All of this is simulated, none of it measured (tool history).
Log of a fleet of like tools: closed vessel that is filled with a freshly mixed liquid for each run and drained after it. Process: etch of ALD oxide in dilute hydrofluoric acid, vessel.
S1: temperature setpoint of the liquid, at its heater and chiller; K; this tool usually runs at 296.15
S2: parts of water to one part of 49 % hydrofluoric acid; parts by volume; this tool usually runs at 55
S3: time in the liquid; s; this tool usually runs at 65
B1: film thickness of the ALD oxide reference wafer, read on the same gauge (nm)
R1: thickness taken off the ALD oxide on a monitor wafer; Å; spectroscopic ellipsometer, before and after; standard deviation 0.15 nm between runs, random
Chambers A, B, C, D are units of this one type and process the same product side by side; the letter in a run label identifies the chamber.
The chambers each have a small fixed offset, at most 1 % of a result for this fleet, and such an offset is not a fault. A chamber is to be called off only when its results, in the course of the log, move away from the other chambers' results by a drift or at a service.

run   hour      S1  S2  S3      B1      R1
 1D   10.4  296.15  55  65  39.976  208.78
 2C   23.4  296.15  55  65  39.977  211.40
      26.0  -- chamber C: hydrofluoric acid flow meter replaced
 3A   37.3  296.15  55  65  40.000  212.69
 4B   48.3  296.15  55  65  39.998  212.28
 5A   59.1  296.15  55  65  40.023  214.79
 6B   67.2  296.15  25  65  40.021  480.61
 7C   78.8  296.15  25  65  39.980  495.35
      85.5  -- chamber B: hydrofluoric acid flow meter replaced
 8D   91.4  296.15  25  65  39.959  474.43
 9B  100.8  296.15  25  65  39.993  481.45
10C  116.7  296.15  55  65  39.976  211.66
11A  129.1  296.15  65  95  40.000  258.50
12D  143.0  296.15  65  95  39.985  260.05
13D  155.9  296.15  65  95  39.994  263.06
14A  166.6  296.15  65  95  39.990  259.13
15B  174.6  296.15  55  65  39.971  204.86
16C  185.0  296.15  55  65  39.996  211.15
17A  196.3  296.15  55  65  39.996  210.86
18C  203.7  296.15  55  65  40.003  214.06
19B  214.4  296.15  55  65  40.039  206.95
20D  229.7  296.15  55  65  40.017  209.26
21D  237.2  296.15  55  65  40.016  211.03
22B  245.1  296.15  55  65  40.014  202.10
23C  254.2  293.15  55  65  39.970  188.10
24A  262.9  293.15  55  65  39.998  187.45
25B  275.0  293.15  55  65  39.993  177.54
26A  283.9  293.15  55  65  40.020  187.29
27C  295.7  296.15  55  65  40.002  215.10
28D  305.2  300.65  55  65  40.001  252.03
29A  315.2  300.65  55  65  39.985  252.89
30B  329.3  300.65  55  65  40.007  241.57
31C  336.5  300.65  55  65  40.006  254.51
32D  352.5  296.15  55  65  39.999  210.71
33D  361.2  296.15  55  65  40.005  211.27
34B  371.8  296.15  55  65  39.992  200.21
35C  379.6  296.15  55  65  40.008  213.43
36A  394.1  296.15  55  65  39.954  214.46
37B  405.6  296.15  55  65  39.961  196.84
38C  415.2  296.15  55  65  40.021  214.20
39A  426.2  296.15  55  65  39.999  209.36
40D  434.8  296.15  55  65  39.991  211.74

Which is it: a chamber that has drifted or been left off by a service, a gauge drift common to all chambers, or only each chamber's usual small offset? If a chamber is off, name it and its likeliest cause.

It is chamber B that slowly wanders off from its peers.
Most likely cause: liquid colder than its thermometer reads (K) = 1.68.
The log might look much the same if the cause were instead: hydrofluoric acid flow below the setpoint (%).

Here are 4 candidates for chamber B's next run, each the usual settings with a change, their results left as question marks. Which one brings its results back in line with what the others give on the usual settings?
In-line tolerance around the mean of the other chambers on the usual settings: R1 5.30 Å
41B-1  446.5  296.15  55  70       ?
41B-2  446.5  296.15  55  60       ?
41B-3  446.5  292.65  55  65       ?
41B-4  446.5  299.65  55  65       ?

Average result of the remaining chambers running the usual settings: R1 211.78 Å
  run      R1
41B-1  212.03
41B-2  181.74
41B-3  169.40
41B-4  227.79
41B-1 is the one that brings the chamber's results back in line with the other chambers.

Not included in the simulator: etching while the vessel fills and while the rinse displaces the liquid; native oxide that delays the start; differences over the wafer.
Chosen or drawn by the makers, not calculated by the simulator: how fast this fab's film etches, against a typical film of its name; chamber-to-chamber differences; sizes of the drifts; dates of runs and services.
